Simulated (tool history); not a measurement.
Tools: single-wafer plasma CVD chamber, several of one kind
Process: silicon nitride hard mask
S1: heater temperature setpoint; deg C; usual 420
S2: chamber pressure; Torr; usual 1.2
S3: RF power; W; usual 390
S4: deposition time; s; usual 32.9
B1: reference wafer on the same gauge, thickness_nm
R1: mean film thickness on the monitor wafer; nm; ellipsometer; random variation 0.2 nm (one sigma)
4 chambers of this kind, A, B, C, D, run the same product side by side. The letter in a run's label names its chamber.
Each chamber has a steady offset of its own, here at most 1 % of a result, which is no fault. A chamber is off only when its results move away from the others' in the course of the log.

Run 1A, day 0.55: usual settings; B1 41.132. Result: R1 41.458 nm.
At day 0.875: chamber B: thermocouple changed; heater temperature recalibrated.
Run 2B, day 1.129: usual settings; B1 41.145. Result: R1 40.82 nm.
Run 3D, day 1.638: usual settings; B1 41.124. Result: R1 40.964 nm.
Run 4C, day 2.017: usual settings; B1 41.109. Result: R1 40.788 nm.
Run 5B, day 2.462: usual settings; B1 41.064. Result: R1 40.909 nm.
Run 6C, day 2.908: usual settings but S1 411 deg C, S2 1.37 Torr; B1 41.042. Result: R1 42.79 nm.
Run 7A, day 3.433: usual settings but S1 411 deg C, S2 1.37 Torr; B1 41.046. Result: R1 43.07 nm.
Run 8D, day 3.812: usual settings but S1 411 deg C, S2 1.37 Torr; B1 41.101. Result: R1 42.369 nm.
Run 9C, day 4.35: usual settings but S1 411 deg C, S2 1.37 Torr; B1 41.096. Result: R1 42.837 nm.
Run 10B, day 4.712: usual settings; B1 41.112. Result: R1 40.414 nm.
Run 11D, day 4.992: usual settings; B1 41.106. Result: R1 40.452 nm.
At day 5.483: chamber C: RF generator calibrated.
Run 12A, day 5.554: usual settings; B1 41.154. Result: R1 41.307 nm.
Run 13A, day 6.054: usual settings but S1 415 deg C, S4 39.1 s; B1 41.096. Result: R1 48.835 nm.
Run 14C, day 6.425: usual settings but S1 415 deg C, S4 39.1 s; B1 41.06. Result: R1 48.554 nm.
Run 15D, day 6.817: usual settings but S1 415 deg C, S4 39.1 s; B1 41.107. Result: R1 48.576 nm.
Run 16B, day 7.308: usual settings but S1 415 deg C, S4 39.1 s; B1 41.122. Result: R1 48.517 nm.
Run 17C, day 7.862: usual settings; B1 41.071. Result: R1 41.149 nm.
Run 18B, day 8.338: usual settings; B1 41.127. Result: R1 40.573 nm.
Run 19D, day 8.825: usual settings; B1 41.146. Result: R1 40.258 nm.
Run 20A, day 9.15: usual settings; B1 41.095. Result: R1 40.977 nm.
Run 21C, day 9.633: usual settings; B1 41.105. Result: R1 41.086 nm.
Run 22D, day 10.258: usual settings but S1 409 deg C; B1 41.129. Result: R1 40.857 nm.
Run 23A, day 10.704: usual settings but S1 409 deg C; B1 41.139. Result: R1 41.513 nm.
Run 24B, day 11.075: usual settings but S1 409 deg C; B1 41.101. Result: R1 40.794 nm.
Run 25A, day 11.529: usual settings but S1 409 deg C; B1 41.096. Result: R1 41.432 nm.
Run 26C, day 11.95: usual settings; B1 41.108. Result: R1 41.045 nm.
Run 27B, day 12.446: usual settings; B1 41.052. Result: R1 40.958 nm.
Run 28D, day 12.829: usual settings; B1 41.128. Result: R1 40.489 nm.
Run 29C, day 13.112: usual settings but S2 1.03 Torr; B1 41.098. Result: R1 39.039 nm.
Run 30B, day 13.512: usual settings but S2 1.03 Torr; B1 41.118. Result: R1 38.905 nm.
Run 31D, day 13.912: usual settings but S2 1.03 Torr; B1 41.072. Result: R1 38.339 nm.
At day 14.05: chamber D: capacitance manometer re-zeroed and calibrated.
Run 32A, day 14.325: usual settings but S2 1.03 Torr; B1 41.093. Result: R1 38.967 nm.
Run 33B, day 14.692: usual settings; B1 41.096. Result: R1 40.922 nm.
Run 34C, day 15.021: usual settings; B1 41.103. Result: R1 40.586 nm.
Run 35A, day 15.358: usual settings; B1 41.108. Result: R1 41.074 nm.
Run 36D, day 15.821: usual settings; B1 41.158. Result: R1 40.273 nm.
Run 37A, day 16.108: usual settings; B1 41.077. Result: R1 40.965 nm.
Run 38B, day 16.538: usual settings; B1 41.075. Result: R1 40.666 nm.
Run 39D, day 16.838: usual settings; B1 41.053. Result: R1 39.762 nm.
Run 40C, day 17.396: usual settings; B1 41.12. Result: R1 41.458 nm.
Run 41D, day 18.008: usual settings; B1 41.068. Result: R1 40.023 nm.
Run 42C, day 18.4: usual settings; B1 41.044. Result: R1 40.858 nm.
Run 43A, day 18.829: usual settings; B1 41.142. Result: R1 41.032 nm.
Run 44B, day 19.233: usual settings; B1 41.134. Result: R1 41.013 nm.

What goes on in this fleet: one chamber off, a drifting gauge, or nothing beyond the chambers' own small offsets? Name the chamber and the cause, if any.

Chamber D drifts away from the others.
Cause: delivered RF power below the setpoint (%) = 4.08.

Here are 4 candidates for chamber D's next run, each the usual settings with a change, their results left as question marks. Which one brings its results back in line with what the others give on the usual settings?
In line means no further than this from the other chambers' mean on the usual settings: R1 0.69 nm
Run 45D-1, day 19.688: usual settings but S2 1.14 Torr, S3 365 W. Result: R1 ?.
Run 45D-2, day 19.688: usual settings but S2 1.22 Torr, S3 400 W, S4 34.2 s. Result: R1 ?.
Run 45D-3, day 19.688: usual settings but S3 370 W. Result: R1 ?.
Run 45D-4, day 19.688: usual settings but S3 410 W. Result: R1 ?.

The other chambers' mean on the usual settings: R1 40.863 nm
  run      R1
45D-1  37.542
45D-2  42.228
45D-3  38.477
45D-4  41.041
45D-4 brings the chamber back in line.
